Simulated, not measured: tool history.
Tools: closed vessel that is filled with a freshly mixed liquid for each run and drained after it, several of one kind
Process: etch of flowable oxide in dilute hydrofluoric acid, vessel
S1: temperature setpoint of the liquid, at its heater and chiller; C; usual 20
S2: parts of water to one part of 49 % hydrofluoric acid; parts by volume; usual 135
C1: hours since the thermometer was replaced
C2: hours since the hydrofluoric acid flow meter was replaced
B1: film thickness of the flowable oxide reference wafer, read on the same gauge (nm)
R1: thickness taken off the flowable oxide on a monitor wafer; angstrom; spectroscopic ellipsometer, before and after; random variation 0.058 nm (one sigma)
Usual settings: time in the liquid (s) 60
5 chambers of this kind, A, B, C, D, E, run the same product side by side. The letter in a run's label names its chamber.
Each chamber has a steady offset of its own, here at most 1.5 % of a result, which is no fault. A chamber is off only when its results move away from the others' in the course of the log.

run 1C day=0.229 | S1=20 S2=135 time_in_the_liquid_(s)=60 | C1=794.2 C2=272.6 | B1=30.038 | R1=102.35
run 2B day=0.554 | S1=20 S2=135 time_in_the_liquid_(s)=60 | C1=989.7 C2=40.4 | B1=29.992 | R1=101.25
run 3A day=0.804 | S1=20 S2=135 time_in_the_liquid_(s)=60 | C1=806 C2=58.6 | B1=30.013 | R1=103.12
-- day=0.9 chamber B: thermometer replaced
run 4E day=1.171 | S1=20 S2=135 time_in_the_liquid_(s)=60 | C1=139.3 C2=1917.6 | B1=30.04 | R1=102.2
run 5D day=1.467 | S1=20 S2=75 time_in_the_liquid_(s)=60 | C1=751.3 C2=1300.2 | B1=30.023 | R1=198.22
run 6D day=1.904 | S1=20 S2=75 time_in_the_liquid_(s)=60 | C1=761.8 C2=1310.7 | B1=30.003 | R1=199.39
run 7C day=2.329 | S1=20 S2=75 time_in_the_liquid_(s)=60 | C1=844.6 C2=323 | B1=30.036 | R1=196.72
run 8B day=2.692 | S1=20 S2=75 time_in_the_liquid_(s)=60 | C1=43.1 C2=91.7 | B1=30.015 | R1=198.8
run 9A day=3.021 | S1=20 S2=75 time_in_the_liquid_(s)=60 | C1=859.2 C2=111.8 | B1=30.014 | R1=193.37
run 10E day=3.262 | S1=20 S2=135 time_in_the_liquid_(s)=60 | C1=189.5 C2=1967.8 | B1=29.968 | R1=101.15
run 11C day=3.754 | S1=20 S2=135 time_in_the_liquid_(s)=60 | C1=878.8 C2=357.2 | B1=29.996 | R1=102.49
run 12A day=3.983 | S1=20 S2=135 time_in_the_liquid_(s)=60 | C1=882.3 C2=134.9 | B1=30.029 | R1=102.27
run 13E day=4.392 | S1=17.5 S2=135 time_in_the_liquid_(s)=35 | C1=216.6 C2=1994.9 | B1=29.977 | R1=52.757
run 14B day=4.683 | S1=17.5 S2=135 time_in_the_liquid_(s)=35 | C1=90.9 C2=139.5 | B1=29.965 | R1=53.864
run 15D day=4.988 | S1=17.5 S2=135 time_in_the_liquid_(s)=35 | C1=835.8 C2=1384.7 | B1=30.003 | R1=54.246
run 16B day=5.392 | S1=17.5 S2=135 time_in_the_liquid_(s)=35 | C1=107.9 C2=156.5 | B1=30.003 | R1=53.264
run 17E day=5.9 | S1=17.5 S2=135 time_in_the_liquid_(s)=35 | C1=252.8 C2=2031.1 | B1=29.989 | R1=53.499
run 18D day=6.175 | S1=20 S2=135 time_in_the_liquid_(s)=60 | C1=864.3 C2=1413.2 | B1=29.986 | R1=103.29
run 19C day=6.6 | S1=20 S2=135 time_in_the_liquid_(s)=60 | C1=947.1 C2=425.5 | B1=29.99 | R1=104.38
run 20A day=7.112 | S1=24 S2=185 time_in_the_liquid_(s)=60 | C1=957.4 C2=210 | B1=29.988 | R1=82.918
run 21A day=7.471 | S1=24 S2=185 time_in_the_liquid_(s)=60 | C1=966 C2=218.6 | B1=30 | R1=82.858
run 22D day=7.817 | S1=24 S2=185 time_in_the_liquid_(s)=60 | C1=903.7 C2=1452.6 | B1=29.989 | R1=82.852
run 23C day=8.183 | S1=24 S2=185 time_in_the_liquid_(s)=60 | C1=985.1 C2=463.5 | B1=29.991 | R1=85.114
run 24B day=8.433 | S1=24 S2=185 time_in_the_liquid_(s)=60 | C1=180.9 C2=229.5 | B1=30.027 | R1=81.663
run 25E day=8.85 | S1=20 S2=135 time_in_the_liquid_(s)=60 | C1=323.6 C2=2101.9 | B1=30.009 | R1=101.46
run 26B day=9.275 | S1=20 S2=135 time_in_the_liquid_(s)=60 | C1=201.1 C2=249.7 | B1=29.997 | R1=101.9
run 27E day=9.671 | S1=20 S2=135 time_in_the_liquid_(s)=60 | C1=343.3 C2=2121.6 | B1=29.988 | R1=100.89
run 28A day=10 | S1=20 S2=135 time_in_the_liquid_(s)=60 | C1=1026.7 C2=279.3 | B1=29.977 | R1=102.96
run 29C day=10.454 | S1=17 S2=135 time_in_the_liquid_(s)=35 | C1=1039.6 C2=518 | B1=30.023 | R1=55.216
run 30D day=10.925 | S1=17 S2=135 time_in_the_liquid_(s)=35 | C1=978.3 C2=1527.2 | B1=30.007 | R1=53.284
run 31D day=11.238 | S1=17 S2=135 time_in_the_liquid_(s)=35 | C1=985.8 C2=1534.7 | B1=30.011 | R1=52.469
run 32B day=11.512 | S1=17 S2=135 time_in_the_liquid_(s)=35 | C1=254.8 C2=303.4 | B1=30.006 | R1=52.237
run 33E day=12.012 | S1=17 S2=135 time_in_the_liquid_(s)=35 | C1=399.5 C2=2177.8 | B1=29.989 | R1=52.851
run 34C day=12.354 | S1=20 S2=135 time_in_the_liquid_(s)=60 | C1=1085.2 C2=563.6 | B1=30.014 | R1=108.37
run 35A day=12.625 | S1=20 S2=135 time_in_the_liquid_(s)=60 | C1=1089.7 C2=342.3 | B1=29.976 | R1=101.84

Is one chamber off against the others, does the gauge drift, or is nothing wrong? If a chamber is off, say which, and what the likeliest cause is.

Chamber C drifts away from the others.
Cause: liquid hotter than its thermometer reads (K) = 1.5.
The log may not tell that from: hydrofluoric acid flow above the setpoint (%).

Here are 4 candidates for chamber C's next run, each the usual settings with a change, their results left as question marks. Which one brings its results back in line with what the others give on the usual settings?
In line means no further than this from the other chambers' mean on the usual settings: R1 2 angstrom
run 36C-1 day=13.004 | S1=21.5 S2=135 time_in_the_liquid_(s)=60 | R1=?
run 36C-2 day=13.004 | S1=17.5 S2=135 time_in_the_liquid_(s)=60 | R1=?
run 36C-3 day=13.004 | S1=20 S2=125 time_in_the_liquid_(s)=60 | R1=?
run 36C-4 day=13.004 | S1=18.5 S2=135 time_in_the_liquid_(s)=60 | R1=?

The other chambers' mean on the usual settings: R1 102.11 angstrom
run=36C-1 R1=114.91
run=36C-2 R1=98.083
run=36C-3 R1=118.3
run=36C-4 R1=102.12
36C-4 brings the chamber back in line.
